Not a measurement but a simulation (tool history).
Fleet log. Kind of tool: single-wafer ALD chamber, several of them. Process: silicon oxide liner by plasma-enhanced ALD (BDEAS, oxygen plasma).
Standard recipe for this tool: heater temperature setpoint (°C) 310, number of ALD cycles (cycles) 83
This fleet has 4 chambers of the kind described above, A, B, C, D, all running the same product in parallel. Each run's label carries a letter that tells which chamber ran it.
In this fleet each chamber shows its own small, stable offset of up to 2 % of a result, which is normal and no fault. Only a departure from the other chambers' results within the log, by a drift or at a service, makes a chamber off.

run,hour,heater temperature setpoint (°C),number of ALD cycles (cycles),"read-back reference wafer on the same gauge, thickness_nm",mean film thickness on the monitor wafer (nm)
1C,4.8,310,83,9.0983,7.6097
2A,9.4,310,83,9.1058,7.7082
3B,12.6,310,83,9.1094,7.5908
4D,18.1,310,83,9.0971,7.5014
5B,23.2,310,83,9.0986,7.5808
6D,27.3,310,83,9.1006,7.4632
7C,33.7,310,83,9.1085,7.6508
8A,38.9,310,83,9.1040,7.6574
9A,45.1,310,83,9.1007,7.7241
10C,50.4,310,83,9.0988,7.6403
11D,54.1,310,83,9.1076,7.4961
12B,58.6,310,83,9.1039,7.5782
13B,62.2,310,83,9.1084,7.5898
14D,67.4,310,83,9.1096,7.4975
15A,70.5,310,83,9.1046,7.6792
16C,75.8,310,83,9.0971,7.6297
17A,80.2,310,83,9.1048,7.6385
18D,86.6,296,83,9.0937,7.7014
19B,92.6,296,83,9.1053,7.8486
20C,97.5,296,83,9.1092,7.8417
21B,103.5,296,83,9.1033,7.7704
22C,106.8,310,83,9.1122,7.5859
23D,110.7,310,83,9.0967,7.5107
24A,114.3,310,83,9.0992,7.6680
25B,117.3,310,83,9.0946,7.6136
26A,122.1,310,83,9.1030,7.6773
27C,126.9,310,83,9.0948,7.6065
28D,130.4,310,83,9.0988,7.4617

Predict what each chamber gives when all 4 of them run the settings below next.
29A,135.3,310,83,,?
29B,135.3,310,83,,?
29C,135.3,310,83,,?
29D,135.3,310,83,,?

run,mean film thickness on the monitor wafer (nm)
29A,7.6554
29B,7.5246
29C,7.6353
29D,7.4752

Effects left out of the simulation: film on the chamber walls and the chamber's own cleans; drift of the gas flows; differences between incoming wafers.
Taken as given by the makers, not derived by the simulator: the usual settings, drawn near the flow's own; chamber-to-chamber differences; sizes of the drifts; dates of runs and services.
